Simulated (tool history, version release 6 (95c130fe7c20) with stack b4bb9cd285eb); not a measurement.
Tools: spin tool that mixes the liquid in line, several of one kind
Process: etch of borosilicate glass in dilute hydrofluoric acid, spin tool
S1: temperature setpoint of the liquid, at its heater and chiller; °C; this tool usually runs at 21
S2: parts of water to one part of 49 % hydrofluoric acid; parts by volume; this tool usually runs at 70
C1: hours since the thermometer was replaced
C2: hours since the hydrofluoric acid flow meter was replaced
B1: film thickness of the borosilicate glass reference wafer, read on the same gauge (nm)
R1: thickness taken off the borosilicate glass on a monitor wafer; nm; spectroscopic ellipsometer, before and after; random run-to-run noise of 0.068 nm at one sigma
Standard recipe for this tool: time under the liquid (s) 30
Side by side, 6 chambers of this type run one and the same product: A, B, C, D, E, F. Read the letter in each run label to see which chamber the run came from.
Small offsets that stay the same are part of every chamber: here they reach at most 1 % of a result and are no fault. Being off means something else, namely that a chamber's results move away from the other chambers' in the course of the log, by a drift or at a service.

{"hour": 3.7, "done": "chamber C: hydrofluoric acid flow meter replaced"}
{"run": "1C", "hour": 3.8, "S1": 21, "S2": 70, "time under the liquid (s)": 30, "C1": 661, "C2": 0.2, "B1": 30.014, "R1": 12.756}
{"run": "2F", "hour": 6.3, "S1": 21, "S2": 70, "time under the liquid (s)": 30, "C1": 37.2, "C2": 2039.1, "B1": 29.965, "R1": 12.678}
{"run": "3D", "hour": 10.7, "S1": 21, "S2": 70, "time under the liquid (s)": 30, "C1": 2452.9, "C2": 706.1, "B1": 30.029, "R1": 12.435}
{"run": "4E", "hour": 15.8, "S1": 21, "S2": 70, "time under the liquid (s)": 30, "C1": 416.1, "C2": 171.7, "B1": 29.961, "R1": 12.766}
{"run": "5B", "hour": 20.8, "S1": 21, "S2": 70, "time under the liquid (s)": 30, "C1": 1919.1, "C2": 297.3, "B1": 30.007, "R1": 12.701}
{"run": "6A", "hour": 23.5, "S1": 21, "S2": 70, "time under the liquid (s)": 30, "C1": 941.9, "C2": 2101.7, "B1": 30.01, "R1": 12.752}
{"run": "7D", "hour": 26.5, "S1": 21, "S2": 70, "time under the liquid (s)": 30, "C1": 2468.7, "C2": 721.9, "B1": 29.974, "R1": 12.507}
{"run": "8E", "hour": 31.6, "S1": 21, "S2": 70, "time under the liquid (s)": 30, "C1": 431.9, "C2": 187.5, "B1": 30.011, "R1": 12.708}
{"run": "9F", "hour": 36.0, "S1": 21, "S2": 70, "time under the liquid (s)": 30, "C1": 66.9, "C2": 2068.8, "B1": 30.005, "R1": 12.541}
{"run": "10A", "hour": 39.0, "S1": 21, "S2": 50, "time under the liquid (s)": 40, "C1": 957.4, "C2": 2117.2, "B1": 29.994, "R1": 24.29}
{"hour": 40.7, "done": "chamber A: hydrofluoric acid flow meter replaced"}
{"run": "11C", "hour": 42.6, "S1": 21, "S2": 50, "time under the liquid (s)": 40, "C1": 699.8, "C2": 39, "B1": 30.014, "R1": 24.227}
{"run": "12B", "hour": 45.3, "S1": 21, "S2": 50, "time under the liquid (s)": 40, "C1": 1943.6, "C2": 321.8, "B1": 29.99, "R1": 24.274}
{"run": "13B", "hour": 47.9, "S1": 21, "S2": 50, "time under the liquid (s)": 40, "C1": 1946.2, "C2": 324.4, "B1": 30.034, "R1": 24.284}
{"run": "14A", "hour": 50.9, "S1": 21, "S2": 50, "time under the liquid (s)": 40, "C1": 969.3, "C2": 10.2, "B1": 30.02, "R1": 24.26}
{"run": "15F", "hour": 53.2, "S1": 21, "S2": 50, "time under the liquid (s)": 40, "C1": 84.1, "C2": 2086, "B1": 30.019, "R1": 24.164}
{"run": "16D", "hour": 57.2, "S1": 21, "S2": 70, "time under the liquid (s)": 30, "C1": 2499.4, "C2": 752.6, "B1": 29.984, "R1": 12.577}
{"run": "17C", "hour": 61.4, "S1": 21, "S2": 70, "time under the liquid (s)": 30, "C1": 718.6, "C2": 57.8, "B1": 30.016, "R1": 12.763}
{"run": "18E", "hour": 64.0, "S1": 21, "S2": 70, "time under the liquid (s)": 30, "C1": 464.3, "C2": 219.9, "B1": 29.986, "R1": 12.768}
{"run": "19D", "hour": 67.8, "S1": 21, "S2": 70, "time under the liquid (s)": 30, "C1": 2510, "C2": 763.2, "B1": 29.967, "R1": 12.492}
{"run": "20E", "hour": 70.9, "S1": 21, "S2": 70, "time under the liquid (s)": 30, "C1": 471.2, "C2": 226.8, "B1": 29.982, "R1": 12.67}
{"run": "21A", "hour": 76.0, "S1": 21, "S2": 70, "time under the liquid (s)": 30, "C1": 994.4, "C2": 35.3, "B1": 30.004, "R1": 12.573}
{"run": "22F", "hour": 80.4, "S1": 21, "S2": 70, "time under the liquid (s)": 30, "C1": 111.3, "C2": 2113.2, "B1": 30.024, "R1": 12.707}
{"run": "23B", "hour": 85.0, "S1": 21, "S2": 70, "time under the liquid (s)": 30, "C1": 1983.3, "C2": 361.5, "B1": 29.985, "R1": 12.613}
{"run": "24C", "hour": 88.2, "S1": 23.5, "S2": 60, "time under the liquid (s)": 30, "C1": 745.4, "C2": 84.6, "B1": 29.987, "R1": 16.619}
{"run": "25F", "hour": 92.1, "S1": 23.5, "S2": 60, "time under the liquid (s)": 30, "C1": 123, "C2": 2124.9, "B1": 29.973, "R1": 16.564}
{"run": "26A", "hour": 97.2, "S1": 23.5, "S2": 60, "time under the liquid (s)": 30, "C1": 1015.6, "C2": 56.5, "B1": 29.978, "R1": 16.607}
{"run": "27E", "hour": 100.5, "S1": 23.5, "S2": 60, "time under the liquid (s)": 30, "C1": 500.8, "C2": 256.4, "B1": 29.994, "R1": 16.935}
{"hour": 103.3, "done": "chamber D: thermometer replaced"}
{"run": "28D", "hour": 104.9, "S1": 23.5, "S2": 60, "time under the liquid (s)": 30, "C1": 1.7, "C2": 800.3, "B1": 30.032, "R1": 16.565}
{"run": "29C", "hour": 107.7, "S1": 23.5, "S2": 60, "time under the liquid (s)": 30, "C1": 764.9, "C2": 104.1, "B1": 29.996, "R1": 16.623}
{"run": "30B", "hour": 112.1, "S1": 21, "S2": 70, "time under the liquid (s)": 30, "C1": 2010.4, "C2": 388.6, "B1": 29.965, "R1": 12.846}
{"run": "31B", "hour": 115.2, "S1": 21, "S2": 70, "time under the liquid (s)": 30, "C1": 2013.5, "C2": 391.7, "B1": 29.99, "R1": 12.577}
{"run": "32A", "hour": 119.6, "S1": 21, "S2": 70, "time under the liquid (s)": 30, "C1": 1038, "C2": 78.9, "B1": 29.988, "R1": 12.676}
{"run": "33C", "hour": 122.7, "S1": 21, "S2": 70, "time under the liquid (s)": 30, "C1": 779.9, "C2": 119.1, "B1": 29.991, "R1": 12.72}
{"run": "34F", "hour": 125.1, "S1": 21, "S2": 70, "time under the liquid (s)": 30, "C1": 156, "C2": 2157.9, "B1": 29.997, "R1": 12.633}
{"run": "35D", "hour": 128.3, "S1": 21, "S2": 70, "time under the liquid (s)": 30, "C1": 25.1, "C2": 823.7, "B1": 29.987, "R1": 12.556}
{"run": "36E", "hour": 132.8, "S1": 21, "S2": 70, "time under the liquid (s)": 30, "C1": 533.1, "C2": 288.7, "B1": 29.973, "R1": 12.853}
{"run": "37B", "hour": 137.7, "S1": 21, "S2": 70, "time under the liquid (s)": 30, "C1": 2036, "C2": 414.2, "B1": 29.957, "R1": 12.801}
{"run": "38D", "hour": 142.0, "S1": 21, "S2": 70, "time under the liquid (s)": 30, "C1": 38.8, "C2": 837.4, "B1": 30.008, "R1": 12.512}

One chamber off, gauge drift, or nothing amiss beyond the chambers' own small offsets? If it is a chamber, which one, and what is the likeliest cause?

No chamber stands off beyond its own small offset, and the gauge holds steady.
